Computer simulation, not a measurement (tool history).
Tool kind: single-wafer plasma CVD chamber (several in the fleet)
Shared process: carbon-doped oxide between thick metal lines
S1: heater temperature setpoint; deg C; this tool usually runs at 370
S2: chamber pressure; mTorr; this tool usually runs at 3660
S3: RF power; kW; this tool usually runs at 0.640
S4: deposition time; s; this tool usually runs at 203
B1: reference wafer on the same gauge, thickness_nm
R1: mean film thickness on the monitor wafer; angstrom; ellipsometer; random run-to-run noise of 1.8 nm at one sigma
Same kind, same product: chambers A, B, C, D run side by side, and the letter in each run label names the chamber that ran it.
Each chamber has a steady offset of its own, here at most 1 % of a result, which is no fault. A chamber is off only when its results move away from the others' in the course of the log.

run,day,S1,S2,S3,S4,B1,R1
1A,0.129,370,3660,0.640,203,1269.7,10844.0
2C,0.275,370,3660,0.640,203,1269.3,10690.0
3D,0.429,370,3660,0.640,203,1269.2,10850.0
4B,0.617,370,3660,0.640,203,1269.0,10749.0
5A,0.712,370,3660,0.640,203,1268.9,10864.0
6C,0.908,384,3660,0.640,186,1269.0,9522.5
7B,1.000,384,3660,0.640,186,1268.6,9541.8
8D,1.092,384,3660,0.640,186,1268.3,9673.5
9D,1.183,384,3660,0.640,186,1268.4,9725.4
10A,1.367,370,3660,0.640,203,1267.6,10830.0
11C,1.467,370,3660,0.640,203,1267.7,10686.0
12B,1.646,370,4480,0.640,203,1267.6,11028.0
13C,1.808,370,4480,0.640,203,1267.5,10994.0
14B,1.908,370,4480,0.640,203,1267.5,11017.0
15A,2.025,370,4480,0.640,203,1267.3,11142.0
16D,2.117,370,3660,0.640,203,1267.2,10826.0
17B,2.296,378,2900,0.640,203,1266.6,10304.0
18C,2.479,378,2900,0.640,203,1266.0,10246.0
19D,2.617,378,2900,0.640,203,1266.4,10418.0
20A,2.712,378,2900,0.640,203,1265.9,10418.0
21D,2.858,370,3660,0.640,203,1265.7,10866.0
22C,3.038,370,3660,0.640,203,1265.7,10661.0
23B,3.142,370,3660,0.640,203,1265.4,10709.0
24A,3.250,370,3660,0.640,203,1265.8,10805.0
25C,3.371,370,3660,0.640,203,1265.5,10647.0
26D,3.467,370,3660,0.640,203,1265.4,10848.0
27A,3.667,370,3660,0.640,203,1264.4,10842.0
28B,3.758,370,3660,0.640,203,1264.4,10682.0
29B,3.896,370,3660,0.640,203,1264.3,10656.0
30D,4.025,370,3660,0.640,203,1264.4,10808.0
31C,4.179,370,3660,0.640,203,1264.4,10645.0
32A,4.308,370,3660,0.640,203,1263.9,10804.0
33C,4.500,370,3660,0.640,203,1263.4,10654.0
34B,4.650,370,3660,0.640,203,1263.8,10674.0
35D,4.796,370,3660,0.640,203,1264.0,10830.0
36A,4.912,370,3660,0.640,203,1262.5,10788.0
37A,5.000,370,3660,0.640,203,1262.2,10791.0
38B,5.179,370,3660,0.640,203,1262.2,10650.0
39D,5.317,370,3660,0.640,203,1262.5,10819.0
40C,5.408,370,3660,0.640,203,1261.6,10647.0
41C,5.567,370,3660,0.640,203,1262.4,10647.0
42A,5.688,370,3660,0.640,203,1261.7,10759.0
43D,5.779,370,3660,0.640,203,1261.4,10786.0
44B,5.921,370,3660,0.640,187,1261.1,9836.9

The same settings go to every chamber for the next run, one line per chamber below. Forecast the results for each:
45A,6.062,370,3660,0.640,203,,?
45B,6.062,370,3660,0.640,203,,?
45C,6.062,370,3660,0.640,203,,?
45D,6.062,370,3660,0.640,203,,?

run,R1
45A,10797.0
45B,10668.0
45C,10625.0
45D,10819.0
